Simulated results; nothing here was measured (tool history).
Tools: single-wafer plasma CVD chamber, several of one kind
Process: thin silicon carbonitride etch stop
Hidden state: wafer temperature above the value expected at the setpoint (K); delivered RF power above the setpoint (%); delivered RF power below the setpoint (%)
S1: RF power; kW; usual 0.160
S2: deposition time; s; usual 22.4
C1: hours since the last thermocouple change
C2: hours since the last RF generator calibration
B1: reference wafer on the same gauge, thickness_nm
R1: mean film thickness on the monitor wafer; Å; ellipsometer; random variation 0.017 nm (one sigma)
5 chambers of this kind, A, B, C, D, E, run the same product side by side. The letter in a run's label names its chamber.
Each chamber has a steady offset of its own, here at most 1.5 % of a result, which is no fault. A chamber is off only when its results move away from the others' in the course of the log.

run 1C hour=7.2 | S1=0.160 S2=22.4 | C1=2017.4 C2=627.5 | B1=10.501 | R1=117.90
run 2B hour=16.6 | S1=0.160 S2=22.4 | C1=1239.0 C2=419.8 | B1=10.494 | R1=118.18
run 3E hour=25.7 | S1=0.160 S2=22.4 | C1=74.6 C2=739.7 | B1=10.492 | R1=118.56
run 4D hour=33.0 | S1=0.160 S2=22.4 | C1=2218.0 C2=1307.5 | B1=10.494 | R1=118.66
run 5A hour=40.6 | S1=0.160 S2=20.1 | C1=1425.9 C2=728.4 | B1=10.495 | R1=107.73
run 6C hour=48.7 | S1=0.160 S2=20.1 | C1=2058.9 C2=669.0 | B1=10.491 | R1=105.91
run 7A hour=55.3 | S1=0.160 S2=20.1 | C1=1440.6 C2=743.1 | B1=10.485 | R1=108.13
run 8D hour=60.0 | S1=0.160 S2=20.1 | C1=2245.0 C2=1334.5 | B1=10.483 | R1=106.58
run 9B hour=67.1 | S1=0.160 S2=20.1 | C1=1289.5 C2=470.3 | B1=10.485 | R1=105.89
run 10E hour=72.3 | S1=0.160 S2=22.4 | C1=121.2 C2=786.3 | B1=10.483 | R1=118.69
run 11D hour=78.0 | S1=0.160 S2=22.4 | C1=2263.0 C2=1352.5 | B1=10.483 | R1=118.82
run 12C hour=84.2 | S1=0.160 S2=22.4 | C1=2094.4 C2=704.5 | B1=10.484 | R1=117.74
run 13E hour=89.0 | S1=0.160 S2=22.4 | C1=137.9 C2=803.0 | B1=10.482 | R1=119.04
run 14B hour=97.0 | S1=0.160 S2=22.4 | C1=1319.4 C2=500.2 | B1=10.478 | R1=118.31
run 15A hour=105.2 | S1=0.160 S2=22.4 | C1=1490.5 C2=793.0 | B1=10.474 | R1=120.12
run 16D hour=112.9 | S1=0.160 S2=22.4 | C1=2297.9 C2=1387.4 | B1=10.475 | R1=118.72
run 17A hour=118.2 | S1=0.160 S2=22.4 | C1=1503.5 C2=806.0 | B1=10.475 | R1=120.11
run 18E hour=125.7 | S1=0.160 S2=22.4 | C1=174.6 C2=839.7 | B1=10.475 | R1=118.71
run 19C hour=133.3 | S1=0.160 S2=22.4 | C1=2143.5 C2=753.6 | B1=10.473 | R1=117.57
run 20B hour=142.0 | S1=0.160 S2=22.4 | C1=1364.4 C2=545.2 | B1=10.468 | R1=118.14
run 21D hour=146.4 | S1=0.160 S2=22.4 | C1=2331.4 C2=1420.9 | B1=10.467 | R1=118.65
run 22C hour=154.4 | S1=0.160 S2=22.4 | C1=2164.6 C2=774.7 | B1=10.466 | R1=117.91
run 23B hour=160.9 | S1=0.160 S2=22.4 | C1=1383.3 C2=564.1 | B1=10.461 | R1=117.82
run 24A hour=167.8 | S1=0.160 S2=22.4 | C1=1553.1 C2=855.6 | B1=10.461 | R1=119.84
run 25E hour=175.0 | S1=0.160 S2=22.4 | C1=223.9 C2=889.0 | B1=10.465 | R1=118.15
run 26D hour=179.3 | S1=0.160 S2=22.4 | C1=2364.3 C2=1453.8 | B1=10.464 | R1=118.43
run 27B hour=183.7 | S1=0.160 S2=22.4 | C1=1406.1 C2=586.9 | B1=10.463 | R1=117.96
run 28E hour=190.9 | S1=0.160 S2=22.4 | C1=239.8 C2=904.9 | B1=10.463 | R1=118.59
run 29A hour=195.6 | S1=0.160 S2=22.4 | C1=1580.9 C2=883.4 | B1=10.459 | R1=119.84
run 30C hour=203.5 | S1=0.160 S2=22.4 | C1=2213.7 C2=823.8 | B1=10.458 | R1=117.63
run 31B hour=207.8 | S1=0.160 S2=22.4 | C1=1430.2 C2=611.0 | B1=10.457 | R1=117.57
run 32A hour=212.7 | S1=0.160 S2=22.4 | C1=1598.0 C2=900.5 | B1=10.457 | R1=120.04
run 33C hour=217.3 | S1=0.160 S2=22.4 | C1=2227.5 C2=837.6 | B1=10.451 | R1=117.58
run 34E hour=223.1 | S1=0.160 S2=22.4 | C1=272.0 C2=937.1 | B1=10.451 | R1=118.39
run 35D hour=232.0 | S1=0.160 S2=22.4 | C1=2417.0 C2=1506.5 | B1=10.448 | R1=118.41
run 36E hour=238.8 | S1=0.160 S2=22.4 | C1=287.7 C2=952.8 | B1=10.445 | R1=118.37
run 37A hour=247.0 | S1=0.180 S2=24.1 | C1=1632.3 C2=934.8 | B1=10.443 | R1=133.94
run 38D hour=255.5 | S1=0.180 S2=24.1 | C1=2440.5 C2=1530.0 | B1=10.444 | R1=131.54
run 39C hour=262.7 | S1=0.180 S2=24.1 | C1=2272.9 C2=883.0 | B1=10.443 | R1=130.68
run 40B hour=269.3 | S1=0.180 S2=24.1 | C1=1491.7 C2=672.5 | B1=10.441 | R1=131.27
run 41E hour=275.9 | S1=0.180 S2=24.1 | C1=324.8 C2=989.9 | B1=10.435 | R1=131.60

What goes on in this fleet: one chamber off, a drifting gauge, or nothing beyond the chambers' own small offsets? Name the chamber and the cause, if any.

The gauge drifts, so all chambers seem to drift together. No chamber is off.
Cause: gauge reads low (%) = 0.59.

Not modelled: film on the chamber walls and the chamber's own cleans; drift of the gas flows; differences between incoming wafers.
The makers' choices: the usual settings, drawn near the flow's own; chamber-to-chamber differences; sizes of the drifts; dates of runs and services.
